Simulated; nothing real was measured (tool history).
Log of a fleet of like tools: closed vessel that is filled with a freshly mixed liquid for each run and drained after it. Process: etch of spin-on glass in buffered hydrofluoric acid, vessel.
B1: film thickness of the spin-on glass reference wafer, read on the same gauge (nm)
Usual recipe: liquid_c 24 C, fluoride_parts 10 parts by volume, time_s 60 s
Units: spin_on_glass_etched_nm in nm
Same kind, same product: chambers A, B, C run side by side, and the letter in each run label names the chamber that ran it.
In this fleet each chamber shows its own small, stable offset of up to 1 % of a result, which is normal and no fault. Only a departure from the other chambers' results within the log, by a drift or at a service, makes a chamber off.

{"run": "1C", "hour": 11.4, "liquid_c": 24, "fluoride_parts": 10, "time_s": 60, "B1": 109.99, "spin_on_glass_etched_nm": 200.77}
{"run": "2A", "hour": 22.9, "liquid_c": 24, "fluoride_parts": 10, "time_s": 60, "B1": 109.98, "spin_on_glass_etched_nm": 198.22}
{"run": "3B", "hour": 36.2, "liquid_c": 24, "fluoride_parts": 10, "time_s": 60, "B1": 110.01, "spin_on_glass_etched_nm": 198.29}
{"hour": 42.0, "done": "chamber C: hydrofluoric acid flow meter replaced"}
{"run": "4C", "hour": 49.5, "liquid_c": 24, "fluoride_parts": 10, "time_s": 60, "B1": 110.01, "spin_on_glass_etched_nm": 200.53}
{"run": "5B", "hour": 64.2, "liquid_c": 24, "fluoride_parts": 10, "time_s": 60, "B1": 110.02, "spin_on_glass_etched_nm": 199.17}
{"hour": 68.4, "done": "chamber C: thermometer replaced"}
{"run": "6A", "hour": 80.2, "liquid_c": 21.5, "fluoride_parts": 10, "time_s": 90, "B1": 109.99, "spin_on_glass_etched_nm": 259.39}
{"run": "7B", "hour": 95.1, "liquid_c": 21.5, "fluoride_parts": 10, "time_s": 90, "B1": 110.01, "spin_on_glass_etched_nm": 261.94}
{"run": "8C", "hour": 103.6, "liquid_c": 21.5, "fluoride_parts": 10, "time_s": 90, "B1": 109.97, "spin_on_glass_etched_nm": 261.05}
{"run": "9A", "hour": 113.2, "liquid_c": 24, "fluoride_parts": 10, "time_s": 60, "B1": 110, "spin_on_glass_etched_nm": 201.55}
{"run": "10A", "hour": 127.2, "liquid_c": 24, "fluoride_parts": 10, "time_s": 60, "B1": 109.98, "spin_on_glass_etched_nm": 199.33}
{"hour": 127.9, "done": "chamber B: thermometer replaced"}
{"run": "11B", "hour": 134.7, "liquid_c": 24, "fluoride_parts": 10, "time_s": 60, "B1": 110, "spin_on_glass_etched_nm": 198.47}
{"run": "12C", "hour": 145.9, "liquid_c": 26, "fluoride_parts": 10, "time_s": 60, "B1": 110.03, "spin_on_glass_etched_nm": 220.89}
{"run": "13A", "hour": 158.7, "liquid_c": 26, "fluoride_parts": 10, "time_s": 60, "B1": 110.03, "spin_on_glass_etched_nm": 222.42}
{"hour": 165.4, "done": "chamber B: hydrofluoric acid flow meter replaced"}
{"run": "14C", "hour": 166.9, "liquid_c": 26, "fluoride_parts": 10, "time_s": 60, "B1": 109.99, "spin_on_glass_etched_nm": 220.9}
{"run": "15B", "hour": 178.5, "liquid_c": 24, "fluoride_parts": 10, "time_s": 60, "B1": 110, "spin_on_glass_etched_nm": 198.16}
{"hour": 189.6, "done": "chamber A: thermometer replaced"}
{"run": "16B", "hour": 190.8, "liquid_c": 24, "fluoride_parts": 10, "time_s": 60, "B1": 110.02, "spin_on_glass_etched_nm": 198.54}
{"run": "17A", "hour": 198.7, "liquid_c": 22, "fluoride_parts": 7, "time_s": 60, "B1": 110, "spin_on_glass_etched_nm": 249.1}
{"run": "18C", "hour": 212.9, "liquid_c": 22, "fluoride_parts": 7, "time_s": 60, "B1": 110.02, "spin_on_glass_etched_nm": 253.22}
{"run": "19C", "hour": 227.8, "liquid_c": 22, "fluoride_parts": 7, "time_s": 60, "B1": 110.08, "spin_on_glass_etched_nm": 252.08}
{"run": "20A", "hour": 241.5, "liquid_c": 24, "fluoride_parts": 10, "time_s": 60, "B1": 110.02, "spin_on_glass_etched_nm": 199.41}
{"run": "21B", "hour": 255.8, "liquid_c": 24, "fluoride_parts": 10, "time_s": 60, "B1": 110.02, "spin_on_glass_etched_nm": 199.25}
{"run": "22B", "hour": 268.1, "liquid_c": 24, "fluoride_parts": 10, "time_s": 60, "B1": 110, "spin_on_glass_etched_nm": 197.79}
{"run": "23A", "hour": 277.8, "liquid_c": 24, "fluoride_parts": 10, "time_s": 60, "B1": 110.03, "spin_on_glass_etched_nm": 198.82}
{"run": "24C", "hour": 292.6, "liquid_c": 24, "fluoride_parts": 10, "time_s": 60, "B1": 109.97, "spin_on_glass_etched_nm": 200.4}
{"run": "25B", "hour": 301.8, "liquid_c": 24, "fluoride_parts": 10, "time_s": 60, "B1": 110.02, "spin_on_glass_etched_nm": 197.39}
{"run": "26A", "hour": 308.8, "liquid_c": 24, "fluoride_parts": 10, "time_s": 60, "B1": 110.04, "spin_on_glass_etched_nm": 199.95}
{"run": "27C", "hour": 324.2, "liquid_c": 24, "fluoride_parts": 10, "time_s": 60, "B1": 110, "spin_on_glass_etched_nm": 198.84}
{"run": "28C", "hour": 338.9, "liquid_c": 24, "fluoride_parts": 10, "time_s": 60, "B1": 109.99, "spin_on_glass_etched_nm": 198.1}
{"run": "29B", "hour": 350.4, "liquid_c": 24, "fluoride_parts": 10, "time_s": 60, "B1": 109.99, "spin_on_glass_etched_nm": 197.6}
{"run": "30A", "hour": 365.1, "liquid_c": 24, "fluoride_parts": 10, "time_s": 60, "B1": 110.01, "spin_on_glass_etched_nm": 200.93}
{"run": "31A", "hour": 374.5, "liquid_c": 24, "fluoride_parts": 10, "time_s": 60, "B1": 109.98, "spin_on_glass_etched_nm": 200.02}
{"run": "32B", "hour": 389.7, "liquid_c": 24, "fluoride_parts": 10, "time_s": 60, "B1": 109.98, "spin_on_glass_etched_nm": 197.56}
{"run": "33C", "hour": 404.6, "liquid_c": 24, "fluoride_parts": 10, "time_s": 60, "B1": 110, "spin_on_glass_etched_nm": 199.81}
{"run": "34A", "hour": 416.5, "liquid_c": 24, "fluoride_parts": 10, "time_s": 60, "B1": 109.92, "spin_on_glass_etched_nm": 199.19}
{"run": "35B", "hour": 429.1, "liquid_c": 24, "fluoride_parts": 10, "time_s": 60, "B1": 109.99, "spin_on_glass_etched_nm": 197.53}
{"run": "36C", "hour": 444.2, "liquid_c": 24, "fluoride_parts": 10, "time_s": 60, "B1": 110.03, "spin_on_glass_etched_nm": 199.11}
{"run": "37C", "hour": 451.8, "liquid_c": 24, "fluoride_parts": 10, "time_s": 60, "B1": 110.01, "spin_on_glass_etched_nm": 198.88}
{"run": "38A", "hour": 466.7, "liquid_c": 19.5, "fluoride_parts": 11, "time_s": 60, "B1": 109.98, "spin_on_glass_etched_nm": 141.43}
{"run": "39B", "hour": 481.8, "liquid_c": 19.5, "fluoride_parts": 11, "time_s": 60, "B1": 110.05, "spin_on_glass_etched_nm": 141.33}
{"run": "40B", "hour": 493.9, "liquid_c": 19.5, "fluoride_parts": 11, "time_s": 60, "B1": 110, "spin_on_glass_etched_nm": 141.74}
{"run": "41C", "hour": 509.2, "liquid_c": 24, "fluoride_parts": 10, "time_s": 60, "B1": 110.01, "spin_on_glass_etched_nm": 201.16}

The same settings go to every chamber for the next run, one line per chamber below. Forecast the results for each:
{"run": "42A", "hour": 520.7, "liquid_c": 24, "fluoride_parts": 10, "time_s": 85, "spin_on_glass_etched_nm": "?"}
{"run": "42B", "hour": 520.7, "liquid_c": 24, "fluoride_parts": 10, "time_s": 85, "spin_on_glass_etched_nm": "?"}
{"run": "42C", "hour": 520.7, "liquid_c": 24, "fluoride_parts": 10, "time_s": 85, "spin_on_glass_etched_nm": "?"}

run=42A spin_on_glass_etched_nm=283.62
run=42B spin_on_glass_etched_nm=281.4
run=42C spin_on_glass_etched_nm=282.65

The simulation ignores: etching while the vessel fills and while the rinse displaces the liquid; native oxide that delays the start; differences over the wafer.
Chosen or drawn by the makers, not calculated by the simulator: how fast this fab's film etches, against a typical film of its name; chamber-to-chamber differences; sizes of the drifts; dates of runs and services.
